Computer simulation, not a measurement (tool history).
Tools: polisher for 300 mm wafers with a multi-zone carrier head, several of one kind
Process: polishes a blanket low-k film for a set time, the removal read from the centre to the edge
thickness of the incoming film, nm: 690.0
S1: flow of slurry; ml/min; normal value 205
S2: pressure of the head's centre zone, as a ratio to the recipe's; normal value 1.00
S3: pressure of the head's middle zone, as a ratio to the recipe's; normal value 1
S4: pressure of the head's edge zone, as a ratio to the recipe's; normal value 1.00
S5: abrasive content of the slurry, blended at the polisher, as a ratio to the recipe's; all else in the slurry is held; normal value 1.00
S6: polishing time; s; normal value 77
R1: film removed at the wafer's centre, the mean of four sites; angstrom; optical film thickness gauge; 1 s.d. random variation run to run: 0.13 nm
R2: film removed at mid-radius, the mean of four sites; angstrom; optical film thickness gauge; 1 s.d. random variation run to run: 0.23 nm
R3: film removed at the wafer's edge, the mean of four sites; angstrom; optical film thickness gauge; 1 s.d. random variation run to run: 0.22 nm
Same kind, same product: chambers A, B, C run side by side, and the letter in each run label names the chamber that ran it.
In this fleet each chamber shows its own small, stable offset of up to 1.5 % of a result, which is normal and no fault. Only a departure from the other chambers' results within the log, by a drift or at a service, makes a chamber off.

| run | day | S1 | S2 | S3 | S4 | S5 | S6 | R1 | R2 | R3 |
|---|---|---|---|---|---|---|---|---|---|---|
| 1B | 0.175 | 205 | 1.00 | 1 | 1.00 | 1.00 | 77 | 189.40 | 190.87 | 188.88 |
| 2C | 0.404 | 205 | 1.00 | 1 | 1.00 | 1.00 | 77 | 190.48 | 189.30 | 183.07 |
| 3A | 0.592 | 205 | 1.00 | 1 | 1.00 | 1.00 | 77 | 188.62 | 187.25 | 191.01 |
|  | 0.675 | chamber B: worn pad replaced by a new one |
| 4A | 0.758 | 205 | 1.00 | 1 | 1.00 | 1.00 | 77 | 189.77 | 193.30 | 192.72 |
|  | 0.871 | chamber C: worn pad replaced by a new one |
| 5C | 0.892 | 205 | 0.91 | 1 | 1.00 | 0.75 | 77 | 149.98 | 166.31 | 165.79 |
|  | 1.004 | chamber A: worn pad replaced by a new one |
| 6B | 1.004 | 205 | 0.91 | 1 | 1.00 | 0.75 | 77 | 148.13 | 165.35 | 163.41 |
| 7A | 1.212 | 205 | 0.91 | 1 | 1.00 | 0.75 | 77 | 148.12 | 166.67 | 162.44 |
|  | 1.421 | chamber A: edge zone pressure recalibrated |
| 8C | 1.442 | 205 | 1.00 | 1 | 1.00 | 1.00 | 77 | 188.35 | 189.32 | 192.95 |
| 9B | 1.650 | 205 | 1.00 | 1 | 0.89 | 0.75 | 77 | 164.43 | 166.11 | 156.79 |
| 10A | 1.883 | 205 | 1.00 | 1 | 0.89 | 0.75 | 77 | 165.92 | 164.07 | 158.73 |
| 11C | 2.054 | 205 | 1.00 | 1 | 0.89 | 0.75 | 77 | 166.89 | 164.92 | 155.54 |
| 12B | 2.200 | 250 | 1.00 | 1 | 1.00 | 1.00 | 60 | 149.94 | 150.96 | 149.02 |
| 13A | 2.371 | 250 | 1.00 | 1 | 1.00 | 1.00 | 60 | 150.28 | 150.25 | 154.08 |
| 14B | 2.500 | 250 | 1.00 | 1 | 1.00 | 1.00 | 60 | 151.64 | 150.33 | 149.97 |
| 15C | 2.625 | 205 | 1.00 | 1 | 1.00 | 1.00 | 77 | 192.09 | 190.05 | 187.57 |
|  | 2.679 | chamber A: worn pad replaced by a new one |
| 16B | 2.775 | 205 | 1.00 | 1 | 1.00 | 1.00 | 77 | 183.41 | 187.70 | 188.79 |
|  | 2.917 | chamber B: worn pad replaced by a new one |
| 17C | 3.008 | 205 | 1.00 | 1 | 1.00 | 1.00 | 77 | 191.49 | 189.47 | 187.87 |
| 18A | 3.125 | 205 | 1.00 | 1 | 1.00 | 1.00 | 77 | 188.35 | 184.93 | 193.26 |
| 19B | 3.354 | 205 | 1.00 | 1 | 1.11 | 1.00 | 77 | 186.24 | 195.68 | 201.72 |
|  | 3.496 | chamber C: worn pad replaced by a new one |
| 20A | 3.538 | 205 | 1.00 | 1 | 1.11 | 1.00 | 77 | 189.72 | 189.98 | 198.35 |
| 21C | 3.650 | 205 | 1.00 | 1 | 1.11 | 1.00 | 77 | 190.26 | 188.98 | 197.89 |
| 22A | 3.758 | 205 | 1.00 | 1 | 1.00 | 1.00 | 77 | 190.27 | 191.85 | 189.27 |
| 23C | 3.888 | 205 | 1.00 | 1 | 1.00 | 1.00 | 77 | 190.88 | 192.10 | 191.41 |
| 24B | 4.100 | 205 | 1.00 | 1 | 1.00 | 1.00 | 77 | 182.80 | 187.35 | 187.90 |
| 25C | 4.271 | 205 | 1.00 | 1 | 1.00 | 1.00 | 96 | 236.73 | 232.95 | 230.40 |
|  | 4.475 | chamber A: worn pad replaced by a new one |
| 26A | 4.521 | 205 | 1.00 | 1 | 1.00 | 1.00 | 96 | 236.60 | 238.60 | 236.46 |
|  | 4.642 | chamber C: centre zone pressure recalibrated |
| 27B | 4.738 | 205 | 1.00 | 1 | 1.00 | 1.00 | 96 | 227.96 | 237.43 | 232.06 |
| 28C | 4.867 | 205 | 1.00 | 1 | 1.00 | 1.00 | 77 | 190.40 | 192.89 | 190.89 |
| 29A | 4.996 | 205 | 1.00 | 1 | 1.00 | 1.00 | 77 | 189.59 | 192.02 | 189.39 |
| 30B | 5.192 | 205 | 1.00 | 1 | 1.00 | 1.00 | 77 | 178.22 | 188.86 | 185.54 |
| 31C | 5.383 | 205 | 1.00 | 1 | 1.00 | 1.00 | 77 | 188.53 | 193.20 | 189.83 |
| 32B | 5.625 | 205 | 1.00 | 1 | 1.00 | 1.00 | 77 | 178.42 | 193.39 | 189.35 |
|  | 5.696 | chamber B: worn pad replaced by a new one |
| 33A | 5.850 | 205 | 1.00 | 1 | 1.00 | 1.00 | 77 | 190.93 | 192.27 | 188.88 |
|  | 5.992 | chamber A: worn pad replaced by a new one |
| 34A | 6.054 | 205 | 1.00 | 1 | 1.00 | 1.00 | 77 | 187.02 | 188.41 | 190.10 |
|  | 6.117 | chamber B: edge zone pressure recalibrated |
| 35C | 6.188 | 205 | 1.00 | 1 | 1.00 | 1.00 | 77 | 188.91 | 188.37 | 188.48 |
| 36B | 6.425 | 205 | 1.00 | 1 | 1.00 | 1.00 | 77 | 178.65 | 191.85 | 186.25 |

The same settings go to every chamber for the next run, one line per chamber below. Forecast the results for each:
| 37A | 6.608 | 205 | 1.00 | 1 | 1.00 | 1.00 | 77 | ? | ? | ? |
| 37B | 6.608 | 205 | 1.00 | 1 | 1.00 | 1.00 | 77 | ? | ? | ? |
| 37C | 6.608 | 205 | 1.00 | 1 | 1.00 | 1.00 | 77 | ? | ? | ? |

| run | R1 | R2 | R3 |
|---|---|---|---|
| 37A | 188.83 | 189.48 | 186.13 |
| 37B | 176.04 | 189.43 | 187.42 |
| 37C | 188.10 | 188.07 | 189.07 |
